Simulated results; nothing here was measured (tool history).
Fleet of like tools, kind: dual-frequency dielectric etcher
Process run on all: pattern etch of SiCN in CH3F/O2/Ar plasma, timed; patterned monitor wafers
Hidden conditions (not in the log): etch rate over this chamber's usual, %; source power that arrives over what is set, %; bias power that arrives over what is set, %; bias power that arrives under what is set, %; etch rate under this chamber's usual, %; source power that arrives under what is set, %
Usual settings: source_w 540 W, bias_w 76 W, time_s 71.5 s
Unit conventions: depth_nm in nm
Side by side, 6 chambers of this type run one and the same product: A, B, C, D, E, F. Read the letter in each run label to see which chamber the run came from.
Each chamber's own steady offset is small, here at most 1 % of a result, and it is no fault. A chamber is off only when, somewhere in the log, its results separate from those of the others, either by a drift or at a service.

run	hour	source_w	bias_w	time_s	hours since the last wet clean	hours since the last source power generator calibration	hours since the last bias power generator calibration	read-back reference wafer on the same gauge, depth_nm	depth_nm
1A	10.7	540	76	71.5	176.6	3676.7	1598.1	35.533	30.590
2C	21.2	540	76	71.5	22.7	3101.0	971.9	35.539	30.869
3D	32.6	540	76	71.5	494.5	1893.2	931.0	35.527	30.573
4E	40.4	540	76	71.5	289.8	797.2	2175.8	35.494	30.131
5F	52.0	540	76	71.5	65.3	3895.1	2431.5	35.531	30.076
6B	61.5	540	76	71.5	173.2	133.6	1513.2	35.471	30.924
7E	71.1	540	76	71.5	320.5	827.9	2206.5	35.462	31.029
8B	78.2	540	76	71.5	189.9	150.3	1529.9	35.496	30.917
9C	86.2	540	76	71.5	87.7	3166.0	1036.9	35.469	30.577
10F	92.6	540	76	71.5	105.9	3935.7	2472.1	35.447	30.362
11A	98.9	540	58	71.5	264.8	3764.9	1686.3	35.441	27.943
# hour 99.8: chamber F: bias power generator calibrated
12D	104.9	540	58	71.5	566.8	1965.5	1003.3	35.477	28.035
# hour 115.0: chamber E: wet clean of the chamber
13E	116.3	540	58	71.5	1.3	873.1	2251.7	35.536	27.427
14F	129.2	540	58	71.5	142.5	3972.3	29.4	35.494	27.502
15B	136.4	540	58	71.5	248.1	208.5	1588.1	35.453	28.416
16D	147.7	540	58	71.5	609.6	2008.3	1046.1	35.516	28.008
17C	155.1	540	76	71.5	156.6	3234.9	1105.8	35.449	30.556
18A	167.8	540	76	71.5	333.7	3833.8	1755.2	35.491	30.392
# hour 169.0: chamber D: wet clean of the chamber
19E	177.2	540	76	71.5	62.2	934.0	2312.6	35.485	30.782
20C	186.8	540	76	71.5	188.3	3266.6	1137.5	35.517	30.133
21F	197.8	540	93	55.5	211.1	4040.9	98.0	35.476	25.233
22B	206.1	540	93	55.5	317.8	278.2	1657.8	35.506	25.720
23D	218.5	540	93	55.5	49.6	2079.1	1116.9	35.504	25.632
24A	231.1	540	93	55.5	397.0	3897.1	1818.5	35.447	25.457
25B	238.1	540	93	55.5	349.8	310.2	1689.8	35.506	25.670
# hour 246.2: chamber A: wet clean of the chamber
26C	250.7	540	93	55.5	252.2	3330.5	1201.4	35.467	25.483
27E	258.4	540	76	71.5	143.4	1015.2	2393.8	35.506	30.670
28A	265.2	540	76	71.5	19.1	3931.2	1852.6	35.530	30.484
29F	275.7	540	76	71.5	289.0	4118.8	175.9	35.542	30.179
30D	283.5	540	76	71.5	114.6	2144.1	1181.9	35.492	30.860
31B	294.3	540	76	71.5	406.0	366.4	1746.0	35.518	30.987
32E	300.9	540	76	71.5	185.9	1057.7	2436.3	35.467	30.228
# hour 312.5: chamber A: source power generator calibrated
33D	313.5	540	76	71.5	144.6	2174.1	1211.9	35.506	31.062
# hour 313.7: chamber B: wet clean of the chamber
# hour 317.8: chamber E: bias power generator calibrated
34F	319.3	540	76	71.5	332.6	4162.4	219.5	35.562	30.104
35C	328.0	540	76	71.5	329.5	3407.8	1278.7	35.474	30.621
# hour 337.4: chamber F: source power generator calibrated
36A	338.5	490	76	71.5	92.4	26.1	1925.9	35.528	29.465
37F	346.8	490	76	71.5	360.1	9.5	247.0	35.473	29.485
# hour 347.1: chamber B: bias power generator calibrated
38A	352.8	490	76	71.5	106.7	40.4	1940.2	35.475	29.399
39E	361.9	490	76	71.5	246.9	1118.7	44.2	35.504	29.512
40B	368.9	490	76	71.5	55.2	441.0	21.9	35.531	29.790
41C	379.7	490	76	71.5	381.2	3459.5	1330.4	35.463	29.302
42D	386.3	540	76	71.5	217.4	2246.9	1284.7	35.546	30.554
43F	393.6	450	93	71.5	406.9	56.3	293.8	35.515	30.805

Each of the 6 chambers runs these same settings next. Fill in every chamber's results:
44A	402.9	540	76	71.5					?
44B	402.9	540	76	71.5					?
44C	402.9	540	76	71.5					?
44D	402.9	540	76	71.5					?
44E	402.9	540	76	71.5					?
44F	402.9	540	76	71.5					?

run	depth_nm
44A	30.425
44B	31.148
44C	30.490
44D	30.792
44E	30.698
44F	30.242
